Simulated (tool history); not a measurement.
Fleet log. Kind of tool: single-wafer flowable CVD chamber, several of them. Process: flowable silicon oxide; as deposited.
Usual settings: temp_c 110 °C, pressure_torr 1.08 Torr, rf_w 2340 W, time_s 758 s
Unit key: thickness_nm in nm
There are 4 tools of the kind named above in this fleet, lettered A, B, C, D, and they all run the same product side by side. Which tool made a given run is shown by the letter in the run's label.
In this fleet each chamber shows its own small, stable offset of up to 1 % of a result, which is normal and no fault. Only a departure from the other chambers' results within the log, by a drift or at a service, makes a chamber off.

run,day,temp_c,pressure_torr,rf_w,time_s,hours since the last thermocouple change,hours since the last RF generator calibration,hours since the last manometer calibration,"read-back reference wafer on the same gauge, thickness_nm",thickness_nm
1A,0.188,110,1.08,2340,758,1580.8,196.3,1747.7,545.07,486.88
2B,0.338,110,1.08,2340,758,1151.2,1691.2,141.1,544.69,490.10
3C,0.521,110,1.08,2340,758,1686.5,397.7,993.9,545.41,485.77
4D,0.662,110,1.08,2340,758,173.1,97.9,1694.4,544.90,487.07
5B,0.771,110,1.21,2340,758,1161.6,1701.6,151.5,544.88,556.03
6C,0.917,110,1.21,2340,758,1696.0,407.2,1003.4,544.40,559.98
7A,1.067,110,1.21,2340,758,1601.9,217.4,1768.8,545.02,549.11
8D,1.154,110,1.21,2340,758,184.9,109.7,1706.2,545.01,556.41
9B,1.333,110,1.08,2340,758,1175.1,1715.1,165.0,545.21,489.27
10A,1.475,110,1.08,2340,758,1611.7,227.2,1778.6,545.59,486.47
11D,1.575,110,1.08,2340,758,195.0,119.8,1716.3,545.26,491.19
12C,1.771,110,1.08,2340,758,1716.5,427.7,1023.9,545.38,488.44
13C,1.929,110,1.08,2340,758,1720.3,431.5,1027.7,544.73,483.62
14B,2.096,110,1.08,2340,758,1193.4,1733.4,183.3,545.06,490.43
15A,2.208,110,1.18,2340,758,1629.3,244.8,1796.2,544.78,535.45
16D,2.362,110,1.18,2340,758,213.9,138.7,1735.2,544.89,537.61
17C,2.496,110,1.18,2340,758,1733.9,445.1,1041.3,544.59,535.86
18D,2.583,110,1.18,2340,758,219.2,144.0,1740.5,545.19,541.57
19B,2.725,110,1.08,2340,758,1208.5,1748.5,198.4,544.92,490.95
20A,2.867,110,1.08,2340,758,1645.1,260.6,1812.0,544.51,482.29
21A,3.017,110,1.08,2340,758,1648.7,264.2,1815.6,545.18,484.50
22D,3.121,110,1.08,2340,640,232.1,156.9,1753.4,544.76,413.13
23B,3.262,110,1.08,2340,640,1221.4,1761.4,211.3,545.27,414.04
24C,3.396,110,1.08,2340,640,1755.5,466.7,1062.9,544.93,405.10
25B,3.508,110,1.08,2340,640,1227.3,1767.3,217.2,544.37,416.45
26A,3.612,110,1.08,2340,758,1663.0,278.5,1829.9,545.25,485.66
27D,3.704,110,1.08,2340,758,246.1,170.9,1767.4,545.09,487.40
28C,3.817,110,1.19,2605,758,1765.6,476.8,1073.0,545.08,542.86
29D,3.996,110,1.19,2605,758,253.1,177.9,1774.4,544.31,556.40
30A,4.171,110,1.19,2605,758,1676.4,291.9,1843.3,544.99,550.29
31C,4.312,110,1.19,2605,758,1777.5,488.7,1084.9,545.23,537.37
32B,4.462,110,1.08,2340,758,1250.2,1790.2,240.1,544.71,492.98
33A,4.604,110,1.08,2340,758,1686.8,302.3,1853.7,545.24,486.26
34D,4.800,110,1.08,2340,758,272.4,197.2,1793.7,544.69,489.00
35C,4.946,110,1.08,2340,758,1792.7,503.9,1100.1,544.89,474.65
36B,5.088,110,1.08,2340,758,1265.2,1805.2,255.1,544.72,492.14
37D,5.279,110,1.08,2340,758,283.9,208.7,1805.2,544.95,488.26
38C,5.425,110,1.08,2340,758,1804.2,515.4,1111.6,545.05,473.23
39A,5.525,110,1.08,2340,758,1708.9,324.4,1875.8,544.86,482.04
40B,5.638,110,1.08,2340,758,1278.4,1818.4,268.3,544.75,489.33
41C,5.800,110,1.08,2340,758,1813.2,524.4,1120.6,544.79,472.98
42D,5.912,110,1.08,2340,758,299.1,223.9,1820.4,544.78,486.24
43B,6.092,110,1.08,2340,758,1289.3,1829.3,279.2,544.47,492.78

Which is it: a chamber that has drifted or been left off by a service, a gauge drift common to all chambers, or only each chamber's usual small offset? If a chamber is off, name it and its likeliest cause.

One chamber, C, drifts off from the rest bit by bit.
What lies behind it: true pressure below the setpoint (%) = 3.72.
The log may not separate it from: wafer temperature above the value expected at the setpoint (K).

Which of the 4 candidates below, each the usual settings with something changed and its results left as question marks, puts chamber C back in line with what the other chambers give on the usual settings?
Maximum distance from the other chambers' mean on the usual settings for a result to count as in line: thickness_nm 6.70 nm
44C-1,6.233,109,1.08,2340,763,,,,,?
44C-2,6.233,112,1.06,2335,758,,,,,?
44C-3,6.233,110,1.17,2340,758,,,,,?
44C-4,6.233,111,1.07,2340,755,,,,,?

Other chambers, usual settings, mean: thickness_nm 488.75 nm
run,thickness_nm
44C-1,486.62
44C-2,429.69
44C-3,511.74
44C-4,446.75
It is 44C-1 that realigns the chamber with its peers.

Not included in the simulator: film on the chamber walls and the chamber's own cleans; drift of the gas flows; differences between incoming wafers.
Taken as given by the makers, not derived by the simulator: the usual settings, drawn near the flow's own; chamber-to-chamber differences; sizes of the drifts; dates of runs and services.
